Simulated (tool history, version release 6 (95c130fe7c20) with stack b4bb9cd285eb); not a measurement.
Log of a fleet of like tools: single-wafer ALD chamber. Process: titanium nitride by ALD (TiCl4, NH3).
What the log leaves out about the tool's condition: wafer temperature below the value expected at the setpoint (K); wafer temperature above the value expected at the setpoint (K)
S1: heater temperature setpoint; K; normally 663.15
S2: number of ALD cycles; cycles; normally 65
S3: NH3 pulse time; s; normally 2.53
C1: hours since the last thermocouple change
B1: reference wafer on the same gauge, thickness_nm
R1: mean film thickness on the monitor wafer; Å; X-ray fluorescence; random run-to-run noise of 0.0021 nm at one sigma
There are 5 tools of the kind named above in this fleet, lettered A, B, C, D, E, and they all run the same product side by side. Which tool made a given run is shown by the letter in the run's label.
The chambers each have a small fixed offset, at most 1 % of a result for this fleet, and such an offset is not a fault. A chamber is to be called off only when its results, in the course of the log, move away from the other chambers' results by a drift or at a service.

run     day      S1  S2    S3      C1      B1      R1
 1B   0.262  663.15  65  2.53  1530.8  1.3001  14.361
 2C   0.767  663.15  65  2.53   148.9  1.3003  14.282
 3D   1.283  663.15  65  2.53  1856.0  1.3006  14.418
 4E   1.600  663.15  65  2.53  1020.1  1.3009  14.335
 5A   1.900  663.15  75  1.61  2002.8  1.3016  16.340
 6B   2.225  663.15  75  1.61  1577.9  1.3015  16.220
 7E   2.454  663.15  75  1.61  1040.6  1.3013  16.137
 8D   2.917  663.15  75  1.61  1895.2  1.3019  16.345
 9A   3.225  663.15  75  1.61  2034.6  1.3023  16.321
10C   3.754  663.15  65  2.53   220.6  1.3019  14.339
11C   4.250  663.15  65  2.53   232.5  1.3025  14.317
12B   4.562  663.15  65  2.53  1634.0  1.3031  14.394
13D   5.012  663.15  65  2.53  1945.5  1.3031  14.464
14A   5.525  663.15  65  2.53  2089.8  1.3033  14.515
15E   6.046  663.15  65  2.53  1126.8  1.3031  14.323
16C   6.433  663.15  65  2.53   284.9  1.3040  14.314
17E   6.917  663.15  65  2.53  1147.7  1.3038  14.328
18B   7.321  663.15  65  2.53  1700.2  1.3045  14.435
19D   7.550  663.15  65  2.53  2006.4  1.3045  14.457
20A   7.871  678.15  60  2.53  2146.1  1.3044  13.535
21E   8.171  678.15  60  2.53  1177.8  1.3050  13.347
22B   8.500  678.15  60  2.53  1728.5  1.3045  13.429
23C   8.783  678.15  60  2.53   341.3  1.3053  13.361
24A   9.308  678.15  60  2.53  2180.6  1.3058  13.554
25D   9.779  663.15  65  2.53  2059.9  1.3057  14.519
26E  10.021  663.15  65  2.53  1222.2  1.3064  14.355
27B  10.521  663.15  65  2.53  1777.0  1.3066  14.400
28D  10.988  668.15  56  2.53  2088.9  1.3067  12.543
29A  11.338  668.15  56  2.53  2229.3  1.3072  12.595
30C  11.862  668.15  56  2.53   415.2  1.3071  12.416
31E  12.250  668.15  56  2.53  1275.7  1.3075  12.436
32A  12.733  668.15  56  2.53  2262.8  1.3075  12.596

Is one chamber off against the others, does the gauge drift, or is nothing wrong? If a chamber is off, say which, and what the likeliest cause is.

Every chamber seems to shift together because the gauge that measures them all drifts; the chambers themselves are fine.
Likeliest cause: gauge reads high (%) = 0.602.
